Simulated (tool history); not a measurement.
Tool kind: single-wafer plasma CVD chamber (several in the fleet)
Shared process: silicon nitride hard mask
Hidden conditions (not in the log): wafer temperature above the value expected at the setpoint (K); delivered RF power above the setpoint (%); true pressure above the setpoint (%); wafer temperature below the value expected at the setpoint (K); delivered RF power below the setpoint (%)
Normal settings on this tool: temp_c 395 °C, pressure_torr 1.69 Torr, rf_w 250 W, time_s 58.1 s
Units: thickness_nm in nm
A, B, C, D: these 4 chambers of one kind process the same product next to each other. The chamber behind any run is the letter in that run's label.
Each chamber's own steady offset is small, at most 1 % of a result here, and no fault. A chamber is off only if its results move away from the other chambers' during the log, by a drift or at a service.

| run | hour | temp_c | pressure_torr | rf_w | time_s | hours since the last thermocouple change | hours since the last RF generator calibration | hours since the last manometer calibration | read-back reference wafer on the same gauge, thickness_nm | thickness_nm |
|---|---|---|---|---|---|---|---|---|---|---|
| 1D | 11.4 | 395 | 1.69 | 250 | 58.1 | 1883.9 | 420.2 | 466.5 | 51.106 | 59.984 |
| 2C | 22.2 | 395 | 1.69 | 250 | 58.1 | 935.3 | 823.9 | 707.7 | 51.123 | 60.554 |
| 3A | 34.0 | 395 | 1.69 | 250 | 58.1 | 265.8 | 155.1 | 68.9 | 51.113 | 59.950 |
|  | 35.1 | chamber D: thermocouple changed; heater temperature recalibrated |
| 4B | 43.4 | 395 | 1.69 | 250 | 58.1 | 736.5 | 326.4 | 570.1 | 51.116 | 60.583 |
| 5D | 53.7 | 395 | 1.69 | 250 | 58.1 | 18.6 | 462.5 | 508.8 | 51.080 | 59.863 |
| 6C | 60.9 | 386 | 1.97 | 250 | 58.1 | 974.0 | 862.6 | 746.4 | 51.115 | 63.380 |
| 7A | 69.8 | 386 | 1.97 | 250 | 58.1 | 301.6 | 190.9 | 104.7 | 51.122 | 63.171 |
| 8B | 78.7 | 386 | 1.97 | 250 | 58.1 | 771.8 | 361.7 | 605.4 | 51.089 | 63.517 |
| 9B | 87.3 | 386 | 1.97 | 250 | 58.1 | 780.4 | 370.3 | 614.0 | 51.076 | 63.568 |
| 10A | 99.0 | 395 | 1.69 | 280 | 58.1 | 330.8 | 220.1 | 133.9 | 51.136 | 65.460 |
| 11D | 106.0 | 395 | 1.69 | 280 | 58.1 | 70.9 | 514.8 | 561.1 | 51.104 | 65.052 |
| 12C | 112.8 | 395 | 1.69 | 280 | 58.1 | 1025.9 | 914.5 | 798.3 | 51.106 | 65.384 |
| 13C | 122.3 | 395 | 1.69 | 280 | 58.1 | 1035.4 | 924.0 | 807.8 | 51.159 | 65.222 |
| 14A | 131.7 | 395 | 1.69 | 250 | 58.1 | 363.5 | 252.8 | 166.6 | 51.112 | 60.723 |
| 15B | 145.1 | 395 | 1.69 | 250 | 58.1 | 838.2 | 428.1 | 671.8 | 51.092 | 60.706 |
| 16D | 154.8 | 395 | 1.69 | 250 | 58.1 | 119.7 | 563.6 | 609.9 | 51.125 | 59.449 |
| 17C | 167.2 | 395 | 1.69 | 250 | 58.1 | 1080.3 | 968.9 | 852.7 | 51.095 | 60.284 |
| 18B | 177.5 | 395 | 1.69 | 250 | 58.1 | 870.6 | 460.5 | 704.2 | 51.161 | 60.655 |
| 19A | 187.8 | 395 | 1.69 | 250 | 58.1 | 419.6 | 308.9 | 222.7 | 51.135 | 60.278 |
| 20D | 198.1 | 395 | 1.69 | 250 | 58.1 | 163.0 | 606.9 | 653.2 | 51.142 | 58.810 |
| 21B | 204.6 | 395 | 1.69 | 250 | 58.1 | 897.7 | 487.6 | 731.3 | 51.086 | 60.868 |
| 22A | 216.0 | 395 | 1.69 | 250 | 58.1 | 447.8 | 337.1 | 250.9 | 51.116 | 60.436 |
| 23D | 224.5 | 395 | 1.69 | 200 | 49.7 | 189.4 | 633.3 | 679.6 | 51.129 | 42.568 |
| 24C | 232.4 | 395 | 1.69 | 200 | 49.7 | 1145.5 | 1034.1 | 917.9 | 51.088 | 43.839 |
| 25B | 244.7 | 395 | 1.69 | 200 | 49.7 | 937.8 | 527.7 | 771.4 | 51.074 | 44.374 |
| 26A | 255.0 | 395 | 1.69 | 200 | 49.7 | 486.8 | 376.1 | 289.9 | 51.116 | 43.869 |
| 27C | 268.0 | 395 | 1.98 | 215 | 58.1 | 1181.1 | 1069.7 | 953.5 | 51.111 | 56.049 |
| 28D | 276.2 | 395 | 1.98 | 215 | 58.1 | 241.1 | 685.0 | 731.3 | 51.151 | 54.290 |

Next, every chamber runs the same settings. What will each give?
| 29A | 285.8 | 395 | 1.45 | 250 | 58.1 |  |  |  |  | ? |
| 29B | 285.8 | 395 | 1.45 | 250 | 58.1 |  |  |  |  | ? |
| 29C | 285.8 | 395 | 1.45 | 250 | 58.1 |  |  |  |  | ? |
| 29D | 285.8 | 395 | 1.45 | 250 | 58.1 |  |  |  |  | ? |

| run | thickness_nm |
|---|---|
| 29A | 57.786 |
| 29B | 58.134 |
| 29C | 57.771 |
| 29D | 55.480 |
